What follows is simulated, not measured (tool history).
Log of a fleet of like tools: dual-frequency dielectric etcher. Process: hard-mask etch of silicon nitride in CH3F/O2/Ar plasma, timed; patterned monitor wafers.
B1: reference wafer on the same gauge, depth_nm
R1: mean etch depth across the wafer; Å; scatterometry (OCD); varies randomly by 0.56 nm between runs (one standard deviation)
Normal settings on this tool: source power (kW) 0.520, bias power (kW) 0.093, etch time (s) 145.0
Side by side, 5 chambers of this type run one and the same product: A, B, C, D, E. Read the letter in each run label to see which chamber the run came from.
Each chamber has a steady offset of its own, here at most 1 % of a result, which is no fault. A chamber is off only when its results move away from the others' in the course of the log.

run 1C hour=12.8 | source_power_(kW)=0.520 bias_power_(kW)=0.093 etch_time_(s)=145.0 | B1=139.01 | R1=1221.90
run 2B hour=19.6 | source_power_(kW)=0.520 bias_power_(kW)=0.093 etch_time_(s)=145.0 | B1=139.12 | R1=1231.70
run 3E hour=30.4 | source_power_(kW)=0.520 bias_power_(kW)=0.093 etch_time_(s)=145.0 | B1=138.99 | R1=1224.10
run 4A hour=44.3 | source_power_(kW)=0.520 bias_power_(kW)=0.093 etch_time_(s)=145.0 | B1=139.01 | R1=1229.00
run 5D hour=52.5 | source_power_(kW)=0.520 bias_power_(kW)=0.093 etch_time_(s)=145.0 | B1=139.05 | R1=1227.40
run 6C hour=64.5 | source_power_(kW)=0.400 bias_power_(kW)=0.093 etch_time_(s)=129.5 | B1=139.07 | R1=994.06
run 7E hour=79.6 | source_power_(kW)=0.400 bias_power_(kW)=0.093 etch_time_(s)=129.5 | B1=138.89 | R1=988.79
run 8B hour=91.1 | source_power_(kW)=0.400 bias_power_(kW)=0.093 etch_time_(s)=129.5 | B1=138.90 | R1=1004.00
run 9A hour=102.4 | source_power_(kW)=0.400 bias_power_(kW)=0.093 etch_time_(s)=129.5 | B1=138.81 | R1=985.84
run 10D hour=113.3 | source_power_(kW)=0.400 bias_power_(kW)=0.093 etch_time_(s)=129.5 | B1=138.88 | R1=994.11
-- hour=114.8 chamber B: bias power generator calibrated
-- hour=120.3 chamber A: wet clean of the chamber
run 11B hour=125.5 | source_power_(kW)=0.520 bias_power_(kW)=0.093 etch_time_(s)=145.0 | B1=139.01 | R1=1228.90
run 12E hour=140.8 | source_power_(kW)=0.520 bias_power_(kW)=0.093 etch_time_(s)=145.0 | B1=138.88 | R1=1213.10
-- hour=147.3 chamber E: wet clean of the chamber
run 13C hour=150.0 | source_power_(kW)=0.520 bias_power_(kW)=0.093 etch_time_(s)=145.0 | B1=139.14 | R1=1227.10
run 14A hour=160.8 | source_power_(kW)=0.520 bias_power_(kW)=0.093 etch_time_(s)=171.0 | B1=138.94 | R1=1449.00
run 15D hour=169.1 | source_power_(kW)=0.520 bias_power_(kW)=0.093 etch_time_(s)=171.0 | B1=139.09 | R1=1456.30
run 16A hour=179.2 | source_power_(kW)=0.520 bias_power_(kW)=0.093 etch_time_(s)=171.0 | B1=139.11 | R1=1443.00
run 17E hour=187.0 | source_power_(kW)=0.520 bias_power_(kW)=0.093 etch_time_(s)=171.0 | B1=139.10 | R1=1438.20
run 18C hour=201.4 | source_power_(kW)=0.520 bias_power_(kW)=0.093 etch_time_(s)=171.0 | B1=139.00 | R1=1447.90
run 19B hour=213.3 | source_power_(kW)=0.520 bias_power_(kW)=0.093 etch_time_(s)=145.0 | B1=138.92 | R1=1215.70
run 20D hour=225.5 | source_power_(kW)=0.520 bias_power_(kW)=0.093 etch_time_(s)=145.0 | B1=139.11 | R1=1215.70
run 21D hour=240.9 | source_power_(kW)=0.520 bias_power_(kW)=0.104 etch_time_(s)=105.5 | B1=138.89 | R1=924.10
run 22E hour=255.8 | source_power_(kW)=0.520 bias_power_(kW)=0.104 etch_time_(s)=105.5 | B1=138.88 | R1=928.30
run 23A hour=264.2 | source_power_(kW)=0.520 bias_power_(kW)=0.104 etch_time_(s)=105.5 | B1=139.04 | R1=923.33
run 24B hour=278.5 | source_power_(kW)=0.520 bias_power_(kW)=0.104 etch_time_(s)=105.5 | B1=139.02 | R1=916.15
run 25C hour=288.6 | source_power_(kW)=0.520 bias_power_(kW)=0.104 etch_time_(s)=105.5 | B1=138.85 | R1=929.88
-- hour=292.4 chamber C: source power generator calibrated
run 26A hour=300.7 | source_power_(kW)=0.520 bias_power_(kW)=0.093 etch_time_(s)=145.0 | B1=138.93 | R1=1215.30
run 27D hour=312.4 | source_power_(kW)=0.520 bias_power_(kW)=0.093 etch_time_(s)=145.0 | B1=139.00 | R1=1218.70
run 28C hour=322.6 | source_power_(kW)=0.520 bias_power_(kW)=0.093 etch_time_(s)=145.0 | B1=139.07 | R1=1226.20
run 29B hour=331.2 | source_power_(kW)=0.520 bias_power_(kW)=0.093 etch_time_(s)=145.0 | B1=139.07 | R1=1203.40
run 30E hour=340.8 | source_power_(kW)=0.520 bias_power_(kW)=0.093 etch_time_(s)=145.0 | B1=138.91 | R1=1219.50
-- hour=349.6 chamber C: wet clean of the chamber
run 31A hour=349.6 | source_power_(kW)=0.520 bias_power_(kW)=0.093 etch_time_(s)=145.0 | B1=139.01 | R1=1209.90
run 32B hour=357.2 | source_power_(kW)=0.520 bias_power_(kW)=0.093 etch_time_(s)=145.0 | B1=138.98 | R1=1190.20
run 33C hour=369.2 | source_power_(kW)=0.520 bias_power_(kW)=0.093 etch_time_(s)=145.0 | B1=139.09 | R1=1233.20
run 34D hour=380.2 | source_power_(kW)=0.520 bias_power_(kW)=0.093 etch_time_(s)=145.0 | B1=138.99 | R1=1221.90
run 35E hour=390.3 | source_power_(kW)=0.520 bias_power_(kW)=0.093 etch_time_(s)=145.0 | B1=138.91 | R1=1221.10
run 36D hour=401.2 | source_power_(kW)=0.430 bias_power_(kW)=0.093 etch_time_(s)=161.0 | B1=138.93 | R1=1261.20
run 37C hour=410.5 | source_power_(kW)=0.430 bias_power_(kW)=0.093 etch_time_(s)=161.0 | B1=138.91 | R1=1277.20
run 38E hour=418.9 | source_power_(kW)=0.430 bias_power_(kW)=0.093 etch_time_(s)=161.0 | B1=138.94 | R1=1255.30
run 39A hour=426.1 | source_power_(kW)=0.430 bias_power_(kW)=0.093 etch_time_(s)=161.0 | B1=139.05 | R1=1266.30
run 40B hour=433.2 | source_power_(kW)=0.430 bias_power_(kW)=0.093 etch_time_(s)=161.0 | B1=138.85 | R1=1216.30
run 41C hour=446.6 | source_power_(kW)=0.520 bias_power_(kW)=0.093 etch_time_(s)=145.0 | B1=138.94 | R1=1229.00
run 42E hour=454.3 | source_power_(kW)=0.520 bias_power_(kW)=0.093 etch_time_(s)=183.0 | B1=138.89 | R1=1536.20
run 43D hour=469.6 | source_power_(kW)=0.520 bias_power_(kW)=0.093 etch_time_(s)=183.0 | B1=138.98 | R1=1541.50
run 44A hour=477.6 | source_power_(kW)=0.520 bias_power_(kW)=0.093 etch_time_(s)=183.0 | B1=139.05 | R1=1527.30

Next, all 5 chambers run the settings below, one line each with question marks for the results. What does each chamber give?
run 45A hour=488.9 | source_power_(kW)=0.520 bias_power_(kW)=0.093 etch_time_(s)=160.0 | R1=?
run 45B hour=488.9 | source_power_(kW)=0.520 bias_power_(kW)=0.093 etch_time_(s)=160.0 | R1=?
run 45C hour=488.9 | source_power_(kW)=0.520 bias_power_(kW)=0.093 etch_time_(s)=160.0 | R1=?
run 45D hour=488.9 | source_power_(kW)=0.520 bias_power_(kW)=0.093 etch_time_(s)=160.0 | R1=?
run 45E hour=488.9 | source_power_(kW)=0.520 bias_power_(kW)=0.093 etch_time_(s)=160.0 | R1=?

run=45A R1=1348.20
run=45B R1=1308.30
run=45C R1=1355.40
run=45D R1=1354.60
run=45E R1=1341.50
